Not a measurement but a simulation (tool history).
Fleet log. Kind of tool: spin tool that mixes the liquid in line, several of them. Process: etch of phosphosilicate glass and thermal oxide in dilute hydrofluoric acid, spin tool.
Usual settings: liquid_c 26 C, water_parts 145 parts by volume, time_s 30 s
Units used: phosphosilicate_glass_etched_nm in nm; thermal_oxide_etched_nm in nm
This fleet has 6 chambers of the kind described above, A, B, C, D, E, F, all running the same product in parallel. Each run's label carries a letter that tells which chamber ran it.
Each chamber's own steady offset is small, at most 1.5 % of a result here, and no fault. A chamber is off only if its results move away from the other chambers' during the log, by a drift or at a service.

| run | day | liquid_c | water_parts | time_s | hours since the thermometer was replaced | hours since the hydrofluoric acid flow meter was replaced | read-back film thickness of the phosphosilicate glass reference wafer, read on the same gauge (nm) | read-back film thickness of the thermal oxide reference wafer, read on the same gauge (nm) | phosphosilicate_glass_etched_nm | thermal_oxide_etched_nm |
|---|---|---|---|---|---|---|---|---|---|---|
| 1E | 0.238 | 26 | 145 | 30 | 814.7 | 1077.5 | 140.01 | 110.03 | 23.852 | 0.98728 |
| 2D | 0.721 | 26 | 145 | 30 | 522.7 | 666.6 | 140.01 | 109.99 | 23.781 | 1.05180 |
| 3F | 1.083 | 26 | 145 | 30 | 1170.5 | 503.2 | 140.01 | 109.99 | 23.780 | 0.99516 |
| 4C | 1.396 | 26 | 145 | 30 | 1068.3 | 254.5 | 140.01 | 109.96 | 23.387 | 0.97237 |
| 5A | 1.833 | 26 | 145 | 45 | 306.6 | 839.6 | 139.99 | 110.01 | 35.283 | 1.47910 |
| 6B | 2.050 | 26 | 145 | 45 | 303.4 | 758.4 | 139.99 | 109.98 | 35.505 | 1.48560 |
| 7E | 2.421 | 26 | 145 | 45 | 867.1 | 1129.9 | 140.00 | 110.04 | 35.265 | 1.60790 |
| 8A | 2.725 | 26 | 145 | 45 | 328.0 | 861.0 | 139.99 | 109.94 | 35.614 | 1.51440 |
| 9B | 3.158 | 26 | 145 | 45 | 330.0 | 785.0 | 139.99 | 110.02 | 35.849 | 1.48530 |
| 10D | 3.475 | 26 | 145 | 45 | 588.8 | 732.7 | 140.01 | 109.99 | 35.080 | 1.48790 |
| 11F | 3.933 | 26 | 145 | 30 | 1238.9 | 571.6 | 140.01 | 110.01 | 23.941 | 1.01400 |
| 12C | 4.242 | 26 | 145 | 30 | 1136.6 | 322.8 | 140.01 | 109.98 | 23.757 | 0.98880 |
| 13A | 4.575 | 29 | 145 | 30 | 372.4 | 905.4 | 140.00 | 110.04 | 26.397 | 1.11420 |
| 14B | 5.008 | 29 | 145 | 30 | 374.4 | 829.4 | 140.01 | 109.96 | 26.390 | 1.15740 |
| 15D | 5.292 | 29 | 145 | 30 | 632.4 | 776.3 | 140.02 | 109.97 | 26.499 | 1.15680 |
| 16F | 5.600 | 29 | 145 | 30 | 1278.9 | 611.6 | 140.01 | 109.94 | 26.623 | 1.11280 |
| 17E | 5.896 | 29 | 145 | 30 | 950.5 | 1213.3 | 139.98 | 110.01 | 26.779 | 1.12080 |
|  | 5.950 | chamber D: thermometer replaced |
|  | 6.050 | chamber D: hydrofluoric acid flow meter replaced |
| 18C | 6.225 | 29 | 145 | 30 | 1184.2 | 370.4 | 140.00 | 109.96 | 26.114 | 1.09020 |
| 19F | 6.712 | 26 | 145 | 30 | 1305.6 | 638.3 | 140.02 | 109.98 | 23.987 | 0.99967 |
| 20D | 7.100 | 26 | 145 | 30 | 27.7 | 25.2 | 140.01 | 110.00 | 23.734 | 1.04130 |
|  | 7.271 | chamber C: hydrofluoric acid flow meter replaced |
| 21C | 7.458 | 26 | 145 | 30 | 1213.8 | 4.6 | 140.01 | 110.01 | 23.419 | 1.02090 |
| 22A | 7.900 | 26 | 145 | 40 | 452.2 | 985.2 | 140.00 | 109.98 | 31.638 | 1.35190 |
| 23E | 8.208 | 26 | 145 | 40 | 1006.0 | 1268.8 | 139.99 | 109.99 | 31.892 | 1.41010 |
| 24B | 8.508 | 26 | 145 | 40 | 458.4 | 913.4 | 139.99 | 110.01 | 31.824 | 1.35450 |
| 25E | 8.912 | 26 | 145 | 40 | 1022.9 | 1285.7 | 139.99 | 110.02 | 31.600 | 1.41540 |
| 26A | 9.400 | 26 | 145 | 40 | 488.2 | 1021.2 | 139.99 | 109.99 | 31.415 | 1.35780 |
| 27C | 9.638 | 26 | 145 | 40 | 1266.1 | 56.9 | 139.99 | 110.00 | 32.075 | 1.36670 |
| 28B | 10.033 | 26 | 145 | 30 | 495.0 | 950.0 | 140.00 | 110.04 | 23.800 | 1.02330 |
| 29F | 10.475 | 26 | 120 | 30 | 1395.9 | 728.6 | 139.99 | 110.00 | 30.195 | 1.26920 |
| 30D | 10.933 | 26 | 120 | 30 | 119.7 | 117.2 | 140.00 | 110.05 | 29.792 | 1.28110 |
| 31B | 11.375 | 26 | 120 | 30 | 527.2 | 982.2 | 140.02 | 109.99 | 29.784 | 1.27850 |
|  | 11.475 | chamber B: hydrofluoric acid flow meter replaced |
| 32C | 11.767 | 26 | 120 | 30 | 1317.2 | 108.0 | 140.02 | 109.97 | 29.286 | 1.29740 |
| 33A | 11.996 | 26 | 120 | 30 | 550.5 | 1083.5 | 140.02 | 109.99 | 29.996 | 1.22230 |
| 34D | 12.275 | 26 | 120 | 30 | 151.9 | 149.4 | 140.00 | 109.99 | 29.578 | 1.26450 |
| 35E | 12.575 | 26 | 145 | 35 | 1110.8 | 1373.6 | 140.01 | 110.00 | 27.606 | 1.15470 |
| 36F | 12.925 | 26 | 145 | 35 | 1454.7 | 787.4 | 140.01 | 109.98 | 27.610 | 1.21570 |
| 37A | 13.183 | 26 | 145 | 35 | 579.0 | 1112.0 | 140.00 | 110.01 | 27.506 | 1.16310 |
|  | 13.221 | chamber F: hydrofluoric acid flow meter replaced |
| 38B | 13.546 | 26 | 145 | 35 | 579.3 | 49.7 | 140.03 | 110.00 | 27.725 | 1.21490 |
| 39D | 14.025 | 26 | 145 | 35 | 193.9 | 191.4 | 139.99 | 110.03 | 27.963 | 1.20590 |
| 40F | 14.296 | 26 | 145 | 35 | 1487.6 | 25.9 | 140.00 | 110.00 | 27.969 | 1.18480 |
| 41C | 14.658 | 26 | 145 | 30 | 1386.6 | 177.4 | 139.99 | 109.94 | 23.632 | 1.00440 |
| 42E | 14.996 | 26 | 145 | 30 | 1168.9 | 1431.7 | 140.00 | 109.95 | 23.907 | 0.98979 |
| 43D | 15.400 | 26 | 145 | 30 | 226.9 | 224.4 | 140.00 | 110.05 | 24.006 | 1.00030 |

Each of the 6 chambers runs these same settings next. Fill in every chamber's results:
| 44A | 15.750 | 24 | 145 | 30 |  |  |  |  | ? | ? |
| 44B | 15.750 | 24 | 145 | 30 |  |  |  |  | ? | ? |
| 44C | 15.750 | 24 | 145 | 30 |  |  |  |  | ? | ? |
| 44D | 15.750 | 24 | 145 | 30 |  |  |  |  | ? | ? |
| 44E | 15.750 | 24 | 145 | 30 |  |  |  |  | ? | ? |
| 44F | 15.750 | 24 | 145 | 30 |  |  |  |  | ? | ? |

| run | phosphosilicate_glass_etched_nm | thermal_oxide_etched_nm |
|---|---|---|
| 44A | 21.943 | 0.92028 |
| 44B | 22.022 | 0.93960 |
| 44C | 22.169 | 0.96112 |
| 44D | 22.040 | 0.94737 |
| 44E | 21.993 | 0.94167 |
| 44F | 22.005 | 0.91580 |

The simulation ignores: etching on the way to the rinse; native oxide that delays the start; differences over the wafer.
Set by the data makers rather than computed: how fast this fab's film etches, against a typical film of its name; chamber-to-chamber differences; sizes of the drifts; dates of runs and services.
